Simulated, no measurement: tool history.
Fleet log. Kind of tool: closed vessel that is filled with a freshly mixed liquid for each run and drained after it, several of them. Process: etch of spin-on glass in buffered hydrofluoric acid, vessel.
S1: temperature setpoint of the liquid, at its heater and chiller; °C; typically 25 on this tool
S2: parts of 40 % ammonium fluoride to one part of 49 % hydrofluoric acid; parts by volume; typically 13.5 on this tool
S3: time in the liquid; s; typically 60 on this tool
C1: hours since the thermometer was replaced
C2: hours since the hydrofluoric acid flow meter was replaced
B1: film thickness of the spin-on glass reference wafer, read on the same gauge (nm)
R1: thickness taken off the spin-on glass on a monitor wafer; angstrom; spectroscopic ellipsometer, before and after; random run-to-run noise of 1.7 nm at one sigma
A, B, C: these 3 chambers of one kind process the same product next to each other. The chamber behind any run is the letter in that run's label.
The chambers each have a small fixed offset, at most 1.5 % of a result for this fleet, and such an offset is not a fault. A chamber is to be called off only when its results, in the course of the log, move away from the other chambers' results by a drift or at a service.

{"run": "1B", "hour": 7.2, "S1": 25, "S2": 13.5, "S3": 60, "C1": 1246.3, "C2": 943.7, "B1": 139.98, "R1": 2272.1}
{"run": "2C", "hour": 13.4, "S1": 25, "S2": 13.5, "S3": 60, "C1": 335.4, "C2": 919.8, "B1": 140, "R1": 2296.3}
{"run": "3A", "hour": 20.9, "S1": 25, "S2": 13.5, "S3": 60, "C1": 488.2, "C2": 347.6, "B1": 140.01, "R1": 2301.6}
{"run": "4C", "hour": 29.6, "S1": 25, "S2": 13.5, "S3": 60, "C1": 351.6, "C2": 936, "B1": 139.98, "R1": 2269.5}
{"run": "5A", "hour": 36.2, "S1": 25, "S2": 13.5, "S3": 60, "C1": 503.5, "C2": 362.9, "B1": 139.99, "R1": 2294.5}
{"run": "6B", "hour": 48.6, "S1": 25, "S2": 13.5, "S3": 60, "C1": 1287.7, "C2": 985.1, "B1": 140, "R1": 2239.6}
{"run": "7C", "hour": 56.7, "S1": 25, "S2": 13.5, "S3": 60, "C1": 378.7, "C2": 963.1, "B1": 140.01, "R1": 2268.8}
{"run": "8A", "hour": 66.3, "S1": 25, "S2": 13.5, "S3": 60, "C1": 533.6, "C2": 393, "B1": 140.03, "R1": 2317}
{"run": "9B", "hour": 76.6, "S1": 25, "S2": 13.5, "S3": 60, "C1": 1315.7, "C2": 1013.1, "B1": 140.02, "R1": 2238.4}
{"run": "10C", "hour": 88.8, "S1": 25, "S2": 13.5, "S3": 60, "C1": 410.8, "C2": 995.2, "B1": 140.02, "R1": 2288.5}
{"run": "11A", "hour": 96.8, "S1": 25, "S2": 13.5, "S3": 60, "C1": 564.1, "C2": 423.5, "B1": 140.01, "R1": 2310.5}
{"run": "12B", "hour": 108.7, "S1": 25, "S2": 13.5, "S3": 60, "C1": 1347.8, "C2": 1045.2, "B1": 140.01, "R1": 2285.6}
{"run": "13C", "hour": 120.0, "S1": 25, "S2": 10, "S3": 60, "C1": 442, "C2": 1026.4, "B1": 140.02, "R1": 3025.7}
{"run": "14B", "hour": 127.9, "S1": 25, "S2": 10, "S3": 60, "C1": 1367, "C2": 1064.4, "B1": 140, "R1": 3060.9}
{"hour": 135.0, "done": "chamber B: hydrofluoric acid flow meter replaced"}
{"run": "15A", "hour": 140.7, "S1": 25, "S2": 10, "S3": 60, "C1": 608, "C2": 467.4, "B1": 140, "R1": 2997.8}
{"run": "16A", "hour": 151.1, "S1": 25, "S2": 13.5, "S3": 60, "C1": 618.4, "C2": 477.8, "B1": 140, "R1": 2335.8}
{"run": "17B", "hour": 163.9, "S1": 25, "S2": 13.5, "S3": 60, "C1": 1403, "C2": 28.9, "B1": 140, "R1": 2320.8}
{"run": "18C", "hour": 171.0, "S1": 25, "S2": 13.5, "S3": 60, "C1": 493, "C2": 1077.4, "B1": 139.99, "R1": 2270.1}
{"run": "19B", "hour": 181.2, "S1": 29.5, "S2": 13.5, "S3": 45, "C1": 1420.3, "C2": 46.2, "B1": 139.99, "R1": 2215.7}
{"run": "20A", "hour": 191.2, "S1": 29.5, "S2": 13.5, "S3": 45, "C1": 658.5, "C2": 517.9, "B1": 140.01, "R1": 2220.4}
{"hour": 196.5, "done": "chamber A: hydrofluoric acid flow meter replaced"}
{"run": "21C", "hour": 204.0, "S1": 29.5, "S2": 13.5, "S3": 45, "C1": 526, "C2": 1110.4, "B1": 140, "R1": 2189.1}
{"run": "22A", "hour": 214.4, "S1": 25, "S2": 13.5, "S3": 60, "C1": 681.7, "C2": 18, "B1": 140.02, "R1": 2274.2}
{"run": "23B", "hour": 224.0, "S1": 25, "S2": 13.5, "S3": 60, "C1": 1463.1, "C2": 89, "B1": 140, "R1": 2363.8}

Next, all 3 chambers run the settings below, one line each with question marks for the results. What does each chamber give?
{"run": "24A", "hour": 233.2, "S1": 25, "S2": 13.5, "S3": 60, "R1": "?"}
{"run": "24B", "hour": 233.2, "S1": 25, "S2": 13.5, "S3": 60, "R1": "?"}
{"run": "24C", "hour": 233.2, "S1": 25, "S2": 13.5, "S3": 60, "R1": "?"}

run=24A R1=2317.8
run=24B R1=2361.4
run=24C R1=2278.6
